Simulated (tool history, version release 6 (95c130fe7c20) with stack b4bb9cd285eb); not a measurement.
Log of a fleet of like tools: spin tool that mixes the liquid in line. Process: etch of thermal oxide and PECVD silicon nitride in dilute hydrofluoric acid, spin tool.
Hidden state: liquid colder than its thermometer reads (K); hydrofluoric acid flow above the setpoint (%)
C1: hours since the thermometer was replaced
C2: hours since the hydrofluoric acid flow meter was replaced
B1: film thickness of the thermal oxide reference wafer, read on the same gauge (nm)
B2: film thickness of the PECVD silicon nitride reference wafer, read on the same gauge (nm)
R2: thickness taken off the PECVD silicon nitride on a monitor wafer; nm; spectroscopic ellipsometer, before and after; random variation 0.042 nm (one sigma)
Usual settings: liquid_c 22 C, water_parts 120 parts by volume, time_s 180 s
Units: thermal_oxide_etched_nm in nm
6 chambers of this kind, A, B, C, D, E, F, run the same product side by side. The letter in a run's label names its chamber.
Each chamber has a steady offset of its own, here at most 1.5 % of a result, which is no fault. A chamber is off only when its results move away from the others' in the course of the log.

{"run": "1E", "day": 0.308, "liquid_c": 22, "water_parts": 120, "time_s": 180, "C1": 1529.6, "C2": 1093.7, "B1": 89.983, "B2": 110.03, "thermal_oxide_etched_nm": 6.5081, "R2": 5.0892}
{"run": "2B", "day": 0.662, "liquid_c": 22, "water_parts": 120, "time_s": 180, "C1": 56.9, "C2": 124.4, "B1": 89.996, "B2": 109.99, "thermal_oxide_etched_nm": 6.4659, "R2": 5.245}
{"run": "3C", "day": 0.942, "liquid_c": 22, "water_parts": 120, "time_s": 180, "C1": 448.9, "C2": 717.2, "B1": 89.97, "B2": 109.99, "thermal_oxide_etched_nm": 6.4608, "R2": 5.1557}
{"day": 1.1, "done": "chamber F: hydrofluoric acid flow meter replaced"}
{"run": "4A", "day": 1.212, "liquid_c": 22, "water_parts": 120, "time_s": 180, "C1": 260.1, "C2": 140.4, "B1": 90.008, "B2": 110, "thermal_oxide_etched_nm": 6.4862, "R2": 5.1475}
{"run": "5D", "day": 1.8, "liquid_c": 22, "water_parts": 120, "time_s": 180, "C1": 524.8, "C2": 1654.8, "B1": 89.986, "B2": 109.97, "thermal_oxide_etched_nm": 6.4671, "R2": 5.1998}
{"run": "6F", "day": 2.154, "liquid_c": 22, "water_parts": 120, "time_s": 180, "C1": 1371.3, "C2": 25.4, "B1": 90.009, "B2": 110, "thermal_oxide_etched_nm": 6.484, "R2": 5.1017}
{"run": "7A", "day": 2.525, "liquid_c": 22, "water_parts": 120, "time_s": 180, "C1": 291.6, "C2": 171.9, "B1": 90.011, "B2": 110, "thermal_oxide_etched_nm": 6.5121, "R2": 5.246}
{"day": 2.738, "done": "chamber C: thermometer replaced"}
{"run": "8D", "day": 3.079, "liquid_c": 22, "water_parts": 120, "time_s": 180, "C1": 555.5, "C2": 1685.5, "B1": 90.011, "B2": 110.01, "thermal_oxide_etched_nm": 6.4815, "R2": 5.2991}
{"run": "9B", "day": 3.417, "liquid_c": 22, "water_parts": 120, "time_s": 180, "C1": 123, "C2": 190.5, "B1": 89.99, "B2": 109.98, "thermal_oxide_etched_nm": 6.4876, "R2": 5.1467}
{"run": "10C", "day": 3.758, "liquid_c": 22, "water_parts": 120, "time_s": 180, "C1": 24.6, "C2": 784.8, "B1": 89.993, "B2": 110.03, "thermal_oxide_etched_nm": 6.5191, "R2": 5.1866}
{"run": "11F", "day": 4.158, "liquid_c": 22, "water_parts": 120, "time_s": 180, "C1": 1419.4, "C2": 73.5, "B1": 89.993, "B2": 110.04, "thermal_oxide_etched_nm": 6.4784, "R2": 5.1768}
{"run": "12E", "day": 4.525, "liquid_c": 22, "water_parts": 120, "time_s": 180, "C1": 1630.8, "C2": 1194.9, "B1": 90.005, "B2": 110.01, "thermal_oxide_etched_nm": 6.4911, "R2": 5.0918}
{"run": "13B", "day": 4.938, "liquid_c": 22, "water_parts": 120, "time_s": 180, "C1": 159.5, "C2": 227, "B1": 90.006, "B2": 109.99, "thermal_oxide_etched_nm": 6.4769, "R2": 5.1644}
{"run": "14C", "day": 5.296, "liquid_c": 22, "water_parts": 120, "time_s": 180, "C1": 61.5, "C2": 821.7, "B1": 89.993, "B2": 110, "thermal_oxide_etched_nm": 6.5841, "R2": 5.1514}
{"run": "15A", "day": 5.667, "liquid_c": 22, "water_parts": 120, "time_s": 180, "C1": 367, "C2": 247.3, "B1": 90.024, "B2": 110, "thermal_oxide_etched_nm": 6.4753, "R2": 5.1514}
{"run": "16E", "day": 6.192, "liquid_c": 24.5, "water_parts": 180, "time_s": 180, "C1": 1670.8, "C2": 1234.9, "B1": 90.002, "B2": 109.99, "thermal_oxide_etched_nm": 4.508, "R2": 4.0797}
{"day": 6.733, "done": "chamber E: thermometer replaced"}
{"run": "17F", "day": 6.767, "liquid_c": 24.5, "water_parts": 180, "time_s": 180, "C1": 1482, "C2": 136.1, "B1": 90.026, "B2": 109.97, "thermal_oxide_etched_nm": 4.4024, "R2": 4.0275}
{"run": "18D", "day": 7.217, "liquid_c": 24.5, "water_parts": 180, "time_s": 180, "C1": 654.8, "C2": 1784.8, "B1": 90.025, "B2": 109.97, "thermal_oxide_etched_nm": 4.4345, "R2": 4.0496}
{"run": "19F", "day": 7.562, "liquid_c": 24.5, "water_parts": 180, "time_s": 180, "C1": 1501.1, "C2": 155.2, "B1": 90.053, "B2": 109.99, "thermal_oxide_etched_nm": 4.4151, "R2": 3.9947}
{"run": "20E", "day": 7.867, "liquid_c": 24.5, "water_parts": 180, "time_s": 180, "C1": 27.2, "C2": 1275.1, "B1": 89.969, "B2": 109.99, "thermal_oxide_etched_nm": 4.449, "R2": 4.0225}
{"run": "21D", "day": 8.154, "liquid_c": 24.5, "water_parts": 180, "time_s": 180, "C1": 677.3, "C2": 1807.3, "B1": 89.999, "B2": 110.02, "thermal_oxide_etched_nm": 4.4475, "R2": 4.0924}
{"run": "22A", "day": 8.425, "liquid_c": 22, "water_parts": 95, "time_s": 95, "C1": 433.2, "C2": 313.5, "B1": 90.015, "B2": 109.96, "thermal_oxide_etched_nm": 4.4598, "R2": 3.4662}
{"run": "23C", "day": 8.929, "liquid_c": 22, "water_parts": 95, "time_s": 95, "C1": 148.7, "C2": 908.9, "B1": 90.013, "B2": 109.99, "thermal_oxide_etched_nm": 4.4859, "R2": 3.495}
{"run": "24B", "day": 9.35, "liquid_c": 22, "water_parts": 95, "time_s": 95, "C1": 265.4, "C2": 332.9, "B1": 89.974, "B2": 109.99, "thermal_oxide_etched_nm": 4.4578, "R2": 3.437}
{"day": 9.388, "done": "chamber D: hydrofluoric acid flow meter replaced"}
{"run": "25E", "day": 9.842, "liquid_c": 22, "water_parts": 95, "time_s": 95, "C1": 74.6, "C2": 1322.5, "B1": 89.958, "B2": 110.02, "thermal_oxide_etched_nm": 4.4287, "R2": 3.3967}
{"run": "26B", "day": 10.425, "liquid_c": 22, "water_parts": 95, "time_s": 95, "C1": 291.2, "C2": 358.7, "B1": 90.023, "B2": 109.99, "thermal_oxide_etched_nm": 4.4484, "R2": 3.4428}
{"run": "27C", "day": 10.917, "liquid_c": 22, "water_parts": 95, "time_s": 95, "C1": 196.4, "C2": 956.6, "B1": 90.017, "B2": 110.01, "thermal_oxide_etched_nm": 4.5278, "R2": 3.4293}
{"run": "28F", "day": 11.4, "liquid_c": 22, "water_parts": 65, "time_s": 280, "C1": 1593.2, "C2": 247.3, "B1": 90.013, "B2": 110, "thermal_oxide_etched_nm": 20.177, "R2": 14.758}
{"run": "29D", "day": 11.862, "liquid_c": 22, "water_parts": 65, "time_s": 280, "C1": 766.3, "C2": 59.5, "B1": 89.959, "B2": 110, "thermal_oxide_etched_nm": 20.026, "R2": 14.856}
{"run": "30A", "day": 12.438, "liquid_c": 22, "water_parts": 65, "time_s": 280, "C1": 529.5, "C2": 409.8, "B1": 89.977, "B2": 109.98, "thermal_oxide_etched_nm": 19.562, "R2": 14.598}
{"run": "31A", "day": 12.692, "liquid_c": 22, "water_parts": 65, "time_s": 280, "C1": 535.6, "C2": 415.9, "B1": 90, "B2": 109.99, "thermal_oxide_etched_nm": 19.624, "R2": 14.573}
{"run": "32B", "day": 13.225, "liquid_c": 22, "water_parts": 65, "time_s": 280, "C1": 358.4, "C2": 425.9, "B1": 89.994, "B2": 110, "thermal_oxide_etched_nm": 19.811, "R2": 14.55}
{"run": "33D", "day": 13.679, "liquid_c": 22, "water_parts": 65, "time_s": 280, "C1": 809.9, "C2": 103.1, "B1": 90.028, "B2": 109.98, "thermal_oxide_etched_nm": 19.978, "R2": 15.107}
{"run": "34E", "day": 14.208, "liquid_c": 22, "water_parts": 120, "time_s": 180, "C1": 179.4, "C2": 1427.3, "B1": 89.971, "B2": 109.98, "thermal_oxide_etched_nm": 6.5011, "R2": 5.0946}
{"day": 14.396, "done": "chamber A: thermometer replaced"}
{"run": "35F", "day": 14.742, "liquid_c": 22, "water_parts": 120, "time_s": 180, "C1": 1673.4, "C2": 327.5, "B1": 89.987, "B2": 110, "thermal_oxide_etched_nm": 6.4973, "R2": 5.0933}
{"run": "36C", "day": 15.154, "liquid_c": 22, "water_parts": 120, "time_s": 180, "C1": 298.1, "C2": 1058.3, "B1": 89.988, "B2": 110.02, "thermal_oxide_etched_nm": 6.6667, "R2": 5.3299}
{"run": "37A", "day": 15.575, "liquid_c": 22, "water_parts": 120, "time_s": 180, "C1": 28.4, "C2": 485.1, "B1": 89.991, "B2": 110.01, "thermal_oxide_etched_nm": 6.448, "R2": 5.222}
{"run": "38D", "day": 16.038, "liquid_c": 22, "water_parts": 120, "time_s": 180, "C1": 866.5, "C2": 159.7, "B1": 90.02, "B2": 110, "thermal_oxide_etched_nm": 6.4802, "R2": 5.2065}
{"run": "39E", "day": 16.312, "liquid_c": 22, "water_parts": 120, "time_s": 180, "C1": 229.9, "C2": 1477.8, "B1": 90.026, "B2": 110.02, "thermal_oxide_etched_nm": 6.4677, "R2": 5.1213}

What goes on in this fleet: one chamber off, a drifting gauge, or nothing beyond the chambers' own small offsets? Name the chamber and the cause, if any.

Chamber C drifts away from the others.
Cause: hydrofluoric acid flow above the setpoint (%) = 2.8.

Here are 4 candidates for chamber C's next run, each the usual settings with a change, their results left as question marks. Which one brings its results back in line with what the others give on the usual settings?
In line means no further than this from the other chambers' mean on the usual settings: thermal_oxide_etched_nm 0.076 nm; R2 0.15 nm
{"run": "40C-1", "day": 16.738, "liquid_c": 22.5, "water_parts": 125, "time_s": 175, "thermal_oxide_etched_nm": "?", "R2": "?"}
{"run": "40C-2", "day": 16.738, "liquid_c": 22, "water_parts": 120, "time_s": 185, "thermal_oxide_etched_nm": "?", "R2": "?"}
{"run": "40C-3", "day": 16.738, "liquid_c": 21.5, "water_parts": 115, "time_s": 185, "thermal_oxide_etched_nm": "?", "R2": "?"}
{"run": "40C-4", "day": 16.738, "liquid_c": 22, "water_parts": 120, "time_s": 175, "thermal_oxide_etched_nm": "?", "R2": "?"}

The other chambers' mean on the usual settings: thermal_oxide_etched_nm 6.4788 nm; R2 5.1797 nm
run=40C-1 thermal_oxide_etched_nm=6.3414 R2=5.1442
run=40C-2 thermal_oxide_etched_nm=6.8765 R2=5.4692
run=40C-3 thermal_oxide_etched_nm=7.0642 R2=5.508
run=40C-4 thermal_oxide_etched_nm=6.5048 R2=5.1736
40C-4 brings the chamber back in line.

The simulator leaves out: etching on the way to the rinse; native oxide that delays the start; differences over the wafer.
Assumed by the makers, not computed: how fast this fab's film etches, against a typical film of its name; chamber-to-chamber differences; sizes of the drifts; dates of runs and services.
